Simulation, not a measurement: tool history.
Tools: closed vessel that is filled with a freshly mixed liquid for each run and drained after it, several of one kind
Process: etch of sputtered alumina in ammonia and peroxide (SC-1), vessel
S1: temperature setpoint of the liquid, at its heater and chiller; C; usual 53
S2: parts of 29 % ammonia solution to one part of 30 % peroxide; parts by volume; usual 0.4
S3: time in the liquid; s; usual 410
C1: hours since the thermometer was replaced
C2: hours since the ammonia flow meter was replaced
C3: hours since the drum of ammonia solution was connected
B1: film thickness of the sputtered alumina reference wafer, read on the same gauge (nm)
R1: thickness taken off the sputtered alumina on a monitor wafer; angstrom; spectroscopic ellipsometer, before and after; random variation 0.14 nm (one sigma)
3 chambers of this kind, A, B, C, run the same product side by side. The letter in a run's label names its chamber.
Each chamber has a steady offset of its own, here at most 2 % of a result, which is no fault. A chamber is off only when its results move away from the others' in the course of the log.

| run | hour | S1 | S2 | S3 | C1 | C2 | C3 | B1 | R1 |
|---|---|---|---|---|---|---|---|---|---|
| 1B | 6.6 | 53 | 0.4 | 410 | 269.6 | 254.1 | 664.1 | 130.02 | 272.45 |
| 2C | 14.9 | 53 | 0.4 | 410 | 757.1 | 1233.7 | 430.4 | 129.98 | 265.05 |
| 3A | 26.8 | 53 | 0.4 | 410 | 1120.5 | 1208.7 | 791.1 | 129.99 | 275.64 |
| 4B | 37.3 | 53 | 0.4 | 410 | 300.3 | 284.8 | 694.8 | 129.99 | 273.25 |
| 5C | 52.4 | 53 | 0.4 | 410 | 794.6 | 1271.2 | 467.9 | 129.98 | 265.98 |
|  | 53.9 | chamber C: new drum of ammonia solution connected |
| 6A | 67.1 | 53 | 0.4 | 410 | 1160.8 | 1249 | 831.4 | 129.99 | 275.36 |
| 7A | 80.7 | 53 | 0.4 | 410 | 1174.4 | 1262.6 | 845 | 130.01 | 274.48 |
| 8C | 90.7 | 53 | 0.4 | 410 | 832.9 | 1309.5 | 36.9 | 129.96 | 262.76 |
| 9B | 102.1 | 53 | 0.4 | 410 | 365.1 | 349.6 | 759.6 | 130 | 272.32 |
| 10C | 115.3 | 53 | 0.4 | 410 | 857.5 | 1334.1 | 61.5 | 129.99 | 262 |
| 11B | 124.2 | 53 | 0.4 | 410 | 387.2 | 371.7 | 781.7 | 129.95 | 273.77 |
| 12A | 132.1 | 53 | 0.4 | 410 | 1225.8 | 1314 | 896.4 | 130 | 273.88 |
| 13A | 147 | 62 | 0.4 | 410 | 1240.7 | 1328.9 | 911.3 | 129.98 | 438.13 |
| 14B | 160.3 | 62 | 0.4 | 410 | 423.3 | 407.8 | 817.8 | 129.99 | 430.42 |
| 15C | 169.5 | 62 | 0.4 | 410 | 911.7 | 1388.3 | 115.7 | 130 | 409.65 |
| 16A | 184.2 | 53 | 0.4 | 410 | 1277.9 | 1366.1 | 948.5 | 130.01 | 273.01 |
| 17B | 191.1 | 44 | 0.4 | 565 | 454.1 | 438.6 | 848.6 | 130 | 230.59 |
| 18C | 205.2 | 44 | 0.4 | 565 | 947.4 | 1424 | 151.4 | 130 | 214.09 |
| 19A | 220 | 44 | 0.4 | 565 | 1313.7 | 1401.9 | 984.3 | 129.97 | 225.84 |
| 20C | 229.6 | 53 | 0.25 | 335 | 971.8 | 1448.4 | 175.8 | 129.97 | 197.44 |
| 21B | 241.5 | 53 | 0.25 | 335 | 504.5 | 489 | 899 | 130.01 | 212.45 |

What goes on in this fleet: one chamber off, a drifting gauge, or nothing beyond the chambers' own small offsets? Name the chamber and the cause, if any.

Chamber C drifts away from the others.
Cause: liquid colder than its thermometer reads (K) = 1.03.

Here are 4 candidates for chamber C's next run, each the usual settings with a change, their results left as question marks. Which one brings its results back in line with what the others give on the usual settings?
In line means no further than this from the other chambers' mean on the usual settings: R1 4.8 angstrom
| 22C-1 | 252.4 | 53 | 0.4 | 400 |  |  |  |  | ? |
| 22C-2 | 252.4 | 53 | 0.4 | 445 |  |  |  |  | ? |
| 22C-3 | 252.4 | 53.5 | 0.4 | 410 |  |  |  |  | ? |
| 22C-4 | 252.4 | 52.5 | 0.4 | 390 |  |  |  |  | ? |

The other chambers' mean on the usual settings: R1 272.78 angstrom
| run | R1 |
|---|---|
| 22C-1 | 246.9 |
| 22C-2 | 274.67 |
| 22C-3 | 259.88 |
| 22C-4 | 234.39 |
22C-2 brings the chamber back in line.
